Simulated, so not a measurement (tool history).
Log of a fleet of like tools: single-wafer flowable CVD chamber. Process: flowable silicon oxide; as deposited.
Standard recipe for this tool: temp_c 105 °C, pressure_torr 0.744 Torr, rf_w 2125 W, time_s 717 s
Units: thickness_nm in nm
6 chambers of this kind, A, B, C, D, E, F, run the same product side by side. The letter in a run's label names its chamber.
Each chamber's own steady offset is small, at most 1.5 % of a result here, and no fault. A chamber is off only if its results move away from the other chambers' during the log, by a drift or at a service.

run,hour,temp_c,pressure_torr,rf_w,time_s,"read-back reference wafer on the same gauge, thickness_nm",thickness_nm
# hour 5.1: chamber D: thermocouple changed; heater temperature recalibrated
1A,6.1,105,0.744,2125,717,321.82,343.00
2B,15.1,105,0.744,2125,717,322.15,333.86
3D,23.9,105,0.744,2125,717,322.20,334.46
4E,31.9,105,0.744,2125,717,321.85,343.76
5C,37.2,105,0.744,2125,717,321.53,337.82
6F,45.2,105,0.744,2125,846,322.12,395.87
7B,53.8,105,0.744,2125,846,321.84,393.69
8F,61.1,105,0.744,2125,846,322.34,393.22
9D,71.4,105,0.744,2125,846,321.24,398.53
10C,82.9,105,0.744,2125,846,322.18,398.82
11E,94.2,105,0.744,2125,846,322.19,402.19
12A,101.9,105,0.604,2125,717,321.80,255.96
13D,110.3,105,0.604,2125,717,321.71,253.77
14A,115.7,105,0.604,2125,717,322.44,254.77
15C,122.6,105,0.604,2125,717,321.87,252.49
16E,129.7,105,0.604,2125,717,322.06,258.72
17B,136.0,105,0.604,2125,717,321.89,253.33
18F,142.0,96,0.744,2125,717,322.27,454.43
19A,153.3,96,0.744,2125,717,321.60,462.42
20F,162.5,96,0.744,2125,717,322.05,451.27
21C,170.8,96,0.744,2125,717,322.53,457.66
22E,178.9,96,0.744,2125,717,322.13,465.23
23D,188.1,96,0.744,2125,717,322.17,459.75
24B,194.1,105,0.744,2125,717,322.15,335.50
25A,205.8,105,0.744,2125,717,322.56,342.28
26E,214.7,105,0.744,2125,717,322.26,344.39
27F,221.6,105,0.578,2125,717,321.30,236.20
28B,227.6,105,0.578,2125,717,322.34,238.60
29D,237.3,105,0.578,2125,717,322.06,235.75
30C,249.0,105,0.578,2125,717,321.95,236.67
31D,259.9,105,0.578,2125,717,322.08,239.54
# hour 270.3: chamber A: RF generator calibrated
32E,270.5,105,0.578,2125,717,322.23,244.81
33B,279.4,105,0.744,2125,717,322.09,338.18
34F,291.6,105,0.744,2125,717,322.28,332.63
35A,302.2,105,0.744,2125,717,321.85,343.26
36C,307.9,105,0.744,2125,717,322.25,340.39

The same settings go to every chamber for the next run, one line per chamber below. Forecast the results for each:
37A,316.7,105,0.744,2125,717,,?
37B,316.7,105,0.744,2125,717,,?
37C,316.7,105,0.744,2125,717,,?
37D,316.7,105,0.744,2125,717,,?
37E,316.7,105,0.744,2125,717,,?
37F,316.7,105,0.744,2125,717,,?

run,thickness_nm
37A,343.29
37B,337.88
37C,335.15
37D,336.36
37E,341.72
37F,333.94
